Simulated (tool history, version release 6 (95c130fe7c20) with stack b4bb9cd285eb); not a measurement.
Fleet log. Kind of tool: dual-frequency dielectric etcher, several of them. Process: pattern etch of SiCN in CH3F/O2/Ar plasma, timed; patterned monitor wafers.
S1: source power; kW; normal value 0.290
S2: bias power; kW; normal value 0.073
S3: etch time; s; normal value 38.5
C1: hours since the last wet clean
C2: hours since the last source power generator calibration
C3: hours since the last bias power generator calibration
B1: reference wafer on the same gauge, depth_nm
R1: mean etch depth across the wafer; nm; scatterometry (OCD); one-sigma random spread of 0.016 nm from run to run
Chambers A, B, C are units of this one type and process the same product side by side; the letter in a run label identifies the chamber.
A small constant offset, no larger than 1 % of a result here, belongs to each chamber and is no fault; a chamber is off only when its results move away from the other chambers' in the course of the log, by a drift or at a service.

run	hour	S1	S2	S3	C1	C2	C3	B1	R1
1B	10.4	0.290	0.073	38.5	167.8	1288.6	360.1	12.903	12.893
# hour 11.5: chamber C: bias power generator calibrated
2A	17.5	0.290	0.073	38.5	346.2	1744.8	773.6	12.908	12.934
3C	27.0	0.290	0.073	38.5	522.4	2947.1	15.6	12.910	12.763
4B	35.2	0.290	0.073	38.5	192.6	1313.4	384.9	12.915	12.897
# hour 35.9: chamber C: wet clean of the chamber
5C	46.1	0.290	0.073	38.5	10.2	2966.2	34.7	12.913	12.806
6A	51.4	0.290	0.073	38.5	380.1	1778.7	807.5	12.923	12.962
7A	57.5	0.290	0.073	38.5	386.2	1784.8	813.6	12.924	12.972
8C	68.3	0.290	0.073	38.5	32.4	2988.4	56.9	12.923	12.799
9B	74.1	0.290	0.073	38.5	231.5	1352.3	423.8	12.927	12.933
10C	81.2	0.290	0.073	38.5	45.3	3001.3	69.8	12.929	12.836
11B	89.5	0.290	0.073	38.5	246.9	1367.7	439.2	12.935	12.907
12A	96.9	0.290	0.073	38.5	425.6	1824.2	853.0	12.930	12.988
13A	104.0	0.290	0.073	38.5	432.7	1831.3	860.1	12.938	12.966
14B	115.5	0.290	0.073	38.5	272.9	1393.7	465.2	12.948	12.929
15C	125.7	0.290	0.084	48.0	89.8	3045.8	114.3	12.952	16.849
16B	133.7	0.290	0.084	48.0	291.1	1411.9	483.4	12.951	16.974
17C	144.9	0.290	0.084	48.0	109.0	3065.0	133.5	12.956	16.897
# hour 148.6: chamber A: wet clean of the chamber
18A	152.2	0.290	0.073	38.5	3.7	1879.5	908.3	12.955	12.967
19C	160.0	0.290	0.073	38.5	124.1	3080.1	148.6	12.962	12.852
20A	170.6	0.230	0.073	43.5	22.1	1897.9	926.7	12.966	13.472

Predict what each chamber gives when all 3 of them run the settings below next.
21A	178.9	0.350	0.073	38.5					?
21B	178.9	0.350	0.073	38.5					?
21C	178.9	0.350	0.073	38.5					?

run	R1
21A	13.916
21B	13.898
21C	13.802

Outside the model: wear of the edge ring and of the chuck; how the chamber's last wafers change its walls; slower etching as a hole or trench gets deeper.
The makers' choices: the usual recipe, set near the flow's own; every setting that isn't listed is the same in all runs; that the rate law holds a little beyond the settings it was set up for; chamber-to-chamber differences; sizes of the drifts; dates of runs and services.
